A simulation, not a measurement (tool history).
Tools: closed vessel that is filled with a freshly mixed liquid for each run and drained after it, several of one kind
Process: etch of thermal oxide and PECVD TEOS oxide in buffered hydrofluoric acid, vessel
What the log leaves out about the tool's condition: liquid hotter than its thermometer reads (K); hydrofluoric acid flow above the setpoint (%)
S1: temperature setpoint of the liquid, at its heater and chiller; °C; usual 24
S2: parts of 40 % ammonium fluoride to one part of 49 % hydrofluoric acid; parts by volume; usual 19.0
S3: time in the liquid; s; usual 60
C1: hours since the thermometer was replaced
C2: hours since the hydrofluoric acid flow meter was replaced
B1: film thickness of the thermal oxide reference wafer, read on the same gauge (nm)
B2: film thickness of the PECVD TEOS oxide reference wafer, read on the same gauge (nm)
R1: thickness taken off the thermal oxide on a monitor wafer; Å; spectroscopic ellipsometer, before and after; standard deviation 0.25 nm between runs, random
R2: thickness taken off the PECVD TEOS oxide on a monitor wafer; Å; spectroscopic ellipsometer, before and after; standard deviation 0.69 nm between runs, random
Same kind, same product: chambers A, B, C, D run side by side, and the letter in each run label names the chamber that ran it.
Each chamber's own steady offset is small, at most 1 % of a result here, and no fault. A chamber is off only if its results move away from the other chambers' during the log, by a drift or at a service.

Run 1D, hour 6.5: usual settings; C1 1632.3; C2 572.5; B1 40.039; B2 80.005. Result: R1 382.99 Å, R2 865.59 Å.
Run 2B, hour 12.8: usual settings; C1 81.1; C2 195.8; B1 40.030; B2 80.001. Result: R1 385.94 Å, R2 881.89 Å.
Run 3C, hour 24.7: usual settings; C1 94.6; C2 713.7; B1 39.999; B2 80.006. Result: R1 383.93 Å, R2 873.74 Å.
Run 4A, hour 35.8: usual settings; C1 1123.1; C2 1755.5; B1 40.001; B2 80.002. Result: R1 389.14 Å, R2 869.07 Å.
Run 5B, hour 47.9: usual settings; C1 116.2; C2 230.9; B1 39.997; B2 79.997. Result: R1 384.93 Å, R2 885.78 Å.
Run 6D, hour 59.2: usual settings but S2 23.5 parts by volume; C1 1685.0; C2 625.2; B1 40.001; B2 79.996. Result: R1 324.24 Å, R2 747.30 Å.
Run 7C, hour 68.2: usual settings but S2 23.5 parts by volume; C1 138.1; C2 757.2; B1 40.003; B2 80.005. Result: R1 322.45 Å, R2 740.66 Å.
Run 8A, hour 77.5: usual settings but S2 23.5 parts by volume; C1 1164.8; C2 1797.2; B1 40.053; B2 79.992. Result: R1 328.47 Å, R2 748.85 Å.
Run 9D, hour 83.5: usual settings but S2 23.5 parts by volume; C1 1709.3; C2 649.5; B1 40.054; B2 79.993. Result: R1 324.54 Å, R2 739.43 Å.
Run 10C, hour 88.8: usual settings; C1 158.7; C2 777.8; B1 40.031; B2 80.006. Result: R1 383.54 Å, R2 867.50 Å.
Run 11A, hour 96.4: usual settings; C1 1183.7; C2 1816.1; B1 40.005; B2 80.009. Result: R1 382.03 Å, R2 861.31 Å.
Run 12B, hour 107.9: usual settings; C1 176.2; C2 290.9; B1 40.014; B2 79.989. Result: R1 391.24 Å, R2 889.87 Å.
Run 13A, hour 116.5: usual settings; C1 1203.8; C2 1836.2; B1 39.989; B2 80.007. Result: R1 382.22 Å, R2 867.79 Å.
Run 14C, hour 126.5: usual settings; C1 196.4; C2 815.5; B1 40.020; B2 79.994. Result: R1 379.52 Å, R2 864.83 Å.
Run 15B, hour 138.6: usual settings; C1 206.9; C2 321.6; B1 39.993; B2 80.000. Result: R1 389.13 Å, R2 882.74 Å.
Run 16D, hour 149.1: usual settings; C1 1774.9; C2 715.1; B1 40.004; B2 79.987. Result: R1 381.92 Å, R2 867.48 Å.
Run 17B, hour 160.8: usual settings; C1 229.1; C2 343.8; B1 39.979; B2 79.994. Result: R1 382.86 Å, R2 893.66 Å.
Run 18D, hour 170.3: usual settings; C1 1796.1; C2 736.3; B1 39.994; B2 79.998. Result: R1 381.80 Å, R2 884.53 Å.
Run 19C, hour 176.7: usual settings; C1 246.6; C2 865.7; B1 39.992; B2 79.998. Result: R1 386.07 Å, R2 871.54 Å.
Run 20A, hour 188.2: usual settings but S1 22 °C, S2 17.0 parts by volume; C1 1275.5; C2 1907.9; B1 39.999; B2 80.016. Result: R1 383.07 Å, R2 871.14 Å.
Run 21B, hour 195.3: usual settings but S1 22 °C, S2 17.0 parts by volume; C1 263.6; C2 378.3; B1 39.984; B2 80.022. Result: R1 386.50 Å, R2 883.15 Å.
Run 22A, hour 204.1: usual settings but S1 22 °C, S2 17.0 parts by volume; C1 1291.4; C2 1923.8; B1 39.995; B2 80.005. Result: R1 385.35 Å, R2 866.44 Å.
Run 23D, hour 213.9: usual settings but S1 22 °C, S2 17.0 parts by volume; C1 1839.7; C2 779.9; B1 39.959; B2 79.977. Result: R1 380.68 Å, R2 884.26 Å.
Run 24C, hour 225.4: usual settings but S3 70 s; C1 295.3; C2 914.4; B1 40.020; B2 80.022. Result: R1 444.42 Å, R2 1013.90 Å.

All 4 chambers run these settings next. Forecast each chamber's results:
Run 25A, hour 234.1: usual settings. Result: R1 ?, R2 ?.
Run 25B, hour 234.1: usual settings. Result: R1 ?, R2 ?.
Run 25C, hour 234.1: usual settings. Result: R1 ?, R2 ?.
Run 25D, hour 234.1: usual settings. Result: R1 ?, R2 ?.

run      R1      R2
25A  384.82  876.92
25B  381.73  875.84
25C  380.85  869.62
25D  382.70  865.21
